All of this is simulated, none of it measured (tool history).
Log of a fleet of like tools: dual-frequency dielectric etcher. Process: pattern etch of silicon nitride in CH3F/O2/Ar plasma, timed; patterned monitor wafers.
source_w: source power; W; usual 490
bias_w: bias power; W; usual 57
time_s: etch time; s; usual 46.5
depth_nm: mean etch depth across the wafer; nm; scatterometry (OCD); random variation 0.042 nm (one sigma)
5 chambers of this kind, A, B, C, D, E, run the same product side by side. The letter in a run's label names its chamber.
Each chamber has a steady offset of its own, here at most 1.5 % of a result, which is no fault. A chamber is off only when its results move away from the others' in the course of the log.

| run | hour | source_w | bias_w | time_s | read-back reference wafer on the same gauge, depth_nm | depth_nm |
|---|---|---|---|---|---|---|
| 1B | 11.0 | 490 | 57 | 46.5 | 33.916 | 32.914 |
| 2D | 21.6 | 490 | 57 | 46.5 | 33.914 | 32.648 |
| 3C | 34.7 | 490 | 57 | 46.5 | 33.910 | 32.912 |
| 4A | 47.6 | 490 | 57 | 46.5 | 33.931 | 32.126 |
| 5E | 54.7 | 490 | 57 | 46.5 | 33.925 | 32.551 |
| 6D | 67.2 | 490 | 57 | 46.5 | 33.932 | 32.636 |
| 7A | 80.0 | 490 | 57 | 46.5 | 33.944 | 32.143 |
| 8B | 89.7 | 490 | 57 | 46.5 | 33.942 | 32.998 |
| 9E | 100.9 | 490 | 57 | 46.5 | 33.951 | 32.570 |
|  | 112.9 | chamber B: wet clean of the chamber |
| 10C | 116.0 | 490 | 57 | 46.5 | 33.963 | 32.765 |
| 11B | 126.8 | 490 | 57 | 46.5 | 33.961 | 33.073 |
| 12E | 137.1 | 410 | 57 | 46.5 | 33.970 | 30.425 |
|  | 145.8 | chamber E: wet clean of the chamber |
| 13C | 150.5 | 410 | 57 | 46.5 | 33.967 | 30.636 |
| 14D | 163.2 | 410 | 57 | 46.5 | 33.978 | 30.510 |
| 15A | 176.9 | 410 | 57 | 46.5 | 33.969 | 30.016 |
| 16B | 188.4 | 410 | 57 | 46.5 | 33.994 | 30.841 |
| 17D | 199.6 | 490 | 57 | 46.5 | 33.991 | 32.687 |
| 18C | 208.4 | 490 | 57 | 46.5 | 33.992 | 32.833 |
| 19A | 221.8 | 490 | 57 | 46.5 | 34.002 | 32.185 |
| 20E | 229.3 | 490 | 57 | 46.5 | 34.000 | 32.633 |
|  | 237.3 | chamber E: source power generator calibrated |
| 21E | 241.8 | 490 | 57 | 46.5 | 34.005 | 32.628 |
|  | 250.0 | chamber C: wet clean of the chamber |
| 22C | 252.1 | 490 | 57 | 46.5 | 34.011 | 32.977 |
| 23D | 267.6 | 490 | 57 | 46.5 | 34.030 | 32.723 |
| 24A | 275.4 | 490 | 57 | 46.5 | 34.023 | 32.198 |
|  | 278.4 | chamber A: wet clean of the chamber |
| 25B | 289.0 | 490 | 57 | 46.5 | 34.034 | 33.102 |
| 26D | 297.8 | 490 | 57 | 46.5 | 34.049 | 32.700 |
| 27C | 310.1 | 490 | 57 | 46.5 | 34.049 | 32.895 |
| 28E | 319.4 | 490 | 57 | 46.5 | 34.060 | 32.631 |
|  | 322.3 | chamber A: bias power generator calibrated |
| 29B | 330.8 | 490 | 57 | 46.5 | 34.054 | 33.129 |
| 30A | 345.5 | 490 | 57 | 46.5 | 34.051 | 32.323 |
| 31B | 352.7 | 490 | 57 | 46.5 | 34.071 | 33.225 |
| 32D | 365.0 | 600 | 57 | 42.0 | 34.072 | 32.063 |
| 33C | 372.3 | 600 | 57 | 42.0 | 34.074 | 32.248 |

All 5 chambers run these settings next. Forecast each chamber's results:
| 34A | 383.7 | 490 | 57 | 56.0 |  | ? |
| 34B | 383.7 | 490 | 57 | 56.0 |  | ? |
| 34C | 383.7 | 490 | 57 | 56.0 |  | ? |
| 34D | 383.7 | 490 | 57 | 56.0 |  | ? |
| 34E | 383.7 | 490 | 57 | 56.0 |  | ? |

| run | depth_nm |
|---|---|
| 34A | 38.873 |
| 34B | 39.939 |
| 34C | 39.678 |
| 34D | 39.395 |
| 34E | 39.376 |
